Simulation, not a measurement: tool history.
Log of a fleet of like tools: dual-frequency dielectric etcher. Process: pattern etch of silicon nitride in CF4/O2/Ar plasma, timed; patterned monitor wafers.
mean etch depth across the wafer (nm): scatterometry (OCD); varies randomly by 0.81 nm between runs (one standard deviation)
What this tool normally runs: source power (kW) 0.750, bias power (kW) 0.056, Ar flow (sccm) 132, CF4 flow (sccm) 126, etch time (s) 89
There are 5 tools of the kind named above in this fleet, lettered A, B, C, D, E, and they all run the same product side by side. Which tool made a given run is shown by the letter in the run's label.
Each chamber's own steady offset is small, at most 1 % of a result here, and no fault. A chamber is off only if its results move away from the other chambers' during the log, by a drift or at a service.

| run | day | source power (kW) | bias power (kW) | Ar flow (sccm) | CF4 flow (sccm) | etch time (s) | read-back reference wafer on the same gauge, depth_nm | mean etch depth across the wafer (nm) |
|---|---|---|---|---|---|---|---|---|
| 1E | 0.525 | 0.750 | 0.056 | 132 | 126 | 89 | 223.06 | 249.19 |
| 2B | 0.992 | 0.750 | 0.056 | 132 | 126 | 89 | 222.85 | 249.06 |
| 3A | 1.371 | 0.750 | 0.056 | 132 | 126 | 89 | 223.00 | 249.18 |
| 4C | 1.692 | 0.750 | 0.056 | 132 | 126 | 89 | 223.01 | 247.27 |
| 5D | 1.996 | 0.750 | 0.056 | 132 | 126 | 89 | 223.00 | 248.58 |
| 6A | 2.550 | 0.750 | 0.056 | 132 | 126 | 89 | 223.05 | 249.78 |
| 7E | 2.862 | 0.750 | 0.056 | 132 | 126 | 89 | 222.98 | 249.41 |
| 8B | 3.283 | 0.750 | 0.056 | 132 | 126 | 89 | 222.96 | 247.74 |
| 9C | 3.788 | 0.750 | 0.056 | 132 | 126 | 89 | 223.30 | 248.85 |
| 10D | 4.358 | 0.750 | 0.056 | 132 | 126 | 89 | 223.15 | 249.32 |
| 11E | 4.929 | 0.750 | 0.056 | 132 | 126 | 89 | 222.88 | 249.18 |
| 12C | 5.388 | 0.750 | 0.056 | 132 | 126 | 89 | 223.05 | 247.72 |
| 13B | 5.921 | 0.750 | 0.056 | 132 | 126 | 89 | 223.09 | 247.69 |
| 14A | 6.233 | 0.750 | 0.056 | 132 | 126 | 89 | 223.12 | 248.80 |
|  | 6.267 | chamber B: wet clean of the chamber |
|  | 6.454 | chamber A: wet clean of the chamber |
| 15D | 6.788 | 0.750 | 0.056 | 132 | 126 | 89 | 223.08 | 251.05 |
| 16D | 7.238 | 0.750 | 0.056 | 132 | 126 | 89 | 222.88 | 251.27 |
| 17C | 7.629 | 0.750 | 0.056 | 132 | 126 | 89 | 222.82 | 248.25 |
| 18A | 7.942 | 0.750 | 0.056 | 132 | 126 | 89 | 223.12 | 248.54 |
| 19B | 8.292 | 0.750 | 0.056 | 132 | 126 | 89 | 222.87 | 246.98 |
| 20E | 8.746 | 0.940 | 0.056 | 132 | 126 | 89 | 222.81 | 303.49 |
| 21E | 9.296 | 0.940 | 0.056 | 132 | 126 | 89 | 223.08 | 302.41 |
| 22D | 9.575 | 0.940 | 0.056 | 132 | 126 | 89 | 223.11 | 308.01 |
| 23B | 9.904 | 0.940 | 0.056 | 132 | 126 | 89 | 222.97 | 301.76 |
| 24C | 10.221 | 0.940 | 0.056 | 132 | 126 | 89 | 222.97 | 303.06 |
| 25A | 10.800 | 0.750 | 0.056 | 132 | 138 | 99 | 223.22 | 282.04 |
| 26E | 11.150 | 0.750 | 0.056 | 132 | 138 | 99 | 222.82 | 282.39 |
| 27C | 11.667 | 0.750 | 0.056 | 132 | 138 | 99 | 223.01 | 276.97 |
| 28B | 12.162 | 0.750 | 0.056 | 132 | 138 | 99 | 223.09 | 277.83 |
| 29D | 12.679 | 0.750 | 0.056 | 132 | 138 | 99 | 222.86 | 285.76 |
|  | 12.975 | chamber E: wet clean of the chamber |
| 30A | 13.062 | 0.750 | 0.056 | 132 | 126 | 89 | 223.15 | 248.81 |
| 31A | 13.592 | 0.750 | 0.056 | 132 | 126 | 89 | 222.94 | 248.05 |
|  | 13.792 | chamber C: wet clean of the chamber |
| 32B | 14.158 | 0.750 | 0.056 | 132 | 126 | 89 | 222.94 | 246.94 |
| 33D | 14.725 | 0.750 | 0.056 | 132 | 126 | 89 | 222.89 | 254.55 |
| 34E | 15.142 | 0.750 | 0.056 | 132 | 126 | 89 | 223.13 | 250.11 |
| 35C | 15.592 | 0.750 | 0.056 | 132 | 126 | 89 | 223.00 | 247.58 |
| 36A | 16.042 | 0.750 | 0.056 | 132 | 126 | 89 | 222.97 | 248.35 |
| 37D | 16.371 | 0.750 | 0.056 | 132 | 126 | 89 | 223.07 | 256.27 |

What goes on in this fleet: one chamber off, a drifting gauge, or nothing beyond the chambers' own small offsets? Name the chamber and the cause, if any.

One chamber, D, drifts off from the rest bit by bit.
What lies behind it: source power that arrives over what is set, % = 3.1.
The log may not tell that from: etch rate over this chamber's usual, %.

Which of the 4 candidates below, each the usual settings with something changed and its results left as question marks, puts chamber D back in line with what the other chambers give on the usual settings?
Allowed miss from the other chambers' usual-settings mean, per result, to count as in line: mean etch depth across the wafer (nm) 2.80
| 38D-1 | 16.788 | 0.750 | 0.056 | 132 | 126 | 86.5 |  | ? |
| 38D-2 | 16.788 | 0.750 | 0.056 | 103 | 126 | 89.0 |  | ? |
| 38D-3 | 16.788 | 0.750 | 0.056 | 132 | 126 | 88.5 |  | ? |
| 38D-4 | 16.788 | 0.750 | 0.056 | 132 | 126 | 89.5 |  | ? |

Average result of the remaining chambers running the usual settings: mean etch depth across the wafer (nm) 248.86
| run | mean etch depth across the wafer (nm) |
|---|---|
| 38D-1 | 248.95 |
| 38D-2 | 263.92 |
| 38D-3 | 254.70 |
| 38D-4 | 257.58 |
38D-1 puts the chamber back in line with the other chambers.
